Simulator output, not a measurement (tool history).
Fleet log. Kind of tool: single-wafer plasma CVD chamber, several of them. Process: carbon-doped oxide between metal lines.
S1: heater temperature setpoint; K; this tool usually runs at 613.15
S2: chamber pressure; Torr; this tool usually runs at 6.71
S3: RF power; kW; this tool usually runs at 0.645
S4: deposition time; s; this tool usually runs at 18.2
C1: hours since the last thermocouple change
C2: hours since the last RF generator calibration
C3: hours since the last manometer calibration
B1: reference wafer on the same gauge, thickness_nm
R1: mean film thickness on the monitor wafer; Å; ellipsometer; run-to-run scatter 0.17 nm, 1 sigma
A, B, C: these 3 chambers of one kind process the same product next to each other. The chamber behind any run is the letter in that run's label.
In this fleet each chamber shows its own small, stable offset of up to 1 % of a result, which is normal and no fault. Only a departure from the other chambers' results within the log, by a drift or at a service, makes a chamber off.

run,hour,S1,S2,S3,S4,C1,C2,C3,B1,R1
# hour 12.2: chamber B: capacitance manometer re-zeroed and calibrated
1B,14.1,613.15,6.71,0.645,18.2,426.4,2416.0,2.0,132.04,1160.3
2A,24.9,613.15,6.71,0.645,18.2,921.5,1192.2,1167.6,132.06,1169.4
3C,34.8,613.15,6.71,0.645,18.2,2459.4,1722.7,1491.6,132.09,1169.8
4A,44.9,613.15,6.71,0.645,18.2,941.5,1212.2,1187.6,132.10,1168.9
5C,57.2,613.15,6.71,0.645,18.2,2481.8,1745.1,1514.0,132.08,1170.0
6B,68.3,613.15,6.71,0.645,18.2,480.6,2470.2,56.2,132.09,1162.5
7C,81.4,613.15,6.71,0.645,18.2,2506.0,1769.3,1538.2,132.12,1171.2
8A,88.8,613.15,6.71,0.645,18.2,985.4,1256.1,1231.5,132.16,1168.6
# hour 96.2: chamber A: capacitance manometer re-zeroed and calibrated
9B,98.6,613.15,6.71,0.645,18.2,510.9,2500.5,86.5,132.23,1159.3
10A,111.8,613.15,6.71,0.645,18.2,1008.4,1279.1,15.6,132.20,1172.2
11C,118.1,613.15,6.71,0.645,18.2,2542.7,1806.0,1574.9,132.24,1169.1
12B,131.0,604.15,6.71,0.645,18.2,543.3,2532.9,118.9,132.30,1195.6
# hour 136.3: chamber C: RF generator calibrated
13B,144.9,604.15,6.71,0.645,18.2,557.2,2546.8,132.8,132.28,1199.2
14C,153.2,604.15,6.71,0.645,18.2,2577.8,16.9,1610.0,132.32,1209.0
15A,160.1,627.15,6.71,0.645,18.2,1056.7,1327.4,63.9,132.34,1126.9
16C,171.3,627.15,6.71,0.645,18.2,2595.9,35.0,1628.1,132.36,1125.9
17A,180.0,627.15,6.71,0.645,18.2,1076.6,1347.3,83.8,132.40,1125.8
18B,189.0,613.15,6.71,0.645,18.2,601.3,2590.9,176.9,132.41,1162.9
19B,197.3,613.15,6.71,0.645,18.2,609.6,2599.2,185.2,132.42,1161.3
# hour 209.3: chamber C: thermocouple changed; heater temperature recalibrated
20C,210.6,626.15,5.69,0.645,18.2,1.3,74.3,1667.4,132.47,1111.3
21A,221.2,626.15,5.69,0.645,18.2,1117.8,1388.5,125.0,132.45,1108.9
22C,227.5,626.15,5.69,0.645,18.2,18.2,91.2,1684.3,132.49,1115.3
23A,239.1,613.15,6.71,0.645,18.2,1135.7,1406.4,142.9,132.46,1174.3
24B,248.6,613.15,6.71,0.645,18.2,660.9,2650.5,236.5,132.47,1161.1
25C,258.1,613.15,6.71,0.645,18.2,48.8,121.8,1714.9,132.58,1172.4
26B,271.3,613.15,6.71,0.645,18.2,683.6,2673.2,259.2,132.51,1164.2
27A,285.6,613.15,6.71,0.645,18.2,1182.2,1452.9,189.4,132.60,1175.1
28B,299.9,613.15,6.71,0.645,18.2,712.2,2701.8,287.8,132.65,1162.1
29C,313.0,613.15,6.71,0.645,18.2,103.7,176.7,1769.8,132.62,1172.7
# hour 318.5: chamber B: RF generator calibrated
30A,324.3,619.15,5.90,0.645,18.2,1220.9,1491.6,228.1,132.64,1138.8
31A,337.2,619.15,5.90,0.645,18.2,1233.8,1504.5,241.0,132.73,1142.9
32B,348.6,619.15,5.90,0.645,18.2,760.9,30.2,336.5,132.69,1132.5
33C,357.5,613.15,6.71,0.645,18.2,148.2,221.2,1814.3,132.68,1175.1
34B,367.8,613.15,6.71,0.645,18.2,780.1,49.4,355.7,132.70,1167.0

Has any chamber moved away from the others, gradually or after a service, or does the common gauge drift, or do the chambers differ only by their own small steady offsets? State the chamber and the most likely cause if one applies.

Every chamber seems to shift together because the gauge that measures them all drifts; the chambers themselves are fine.
Likeliest cause: gauge reads high (%) = 0.583.
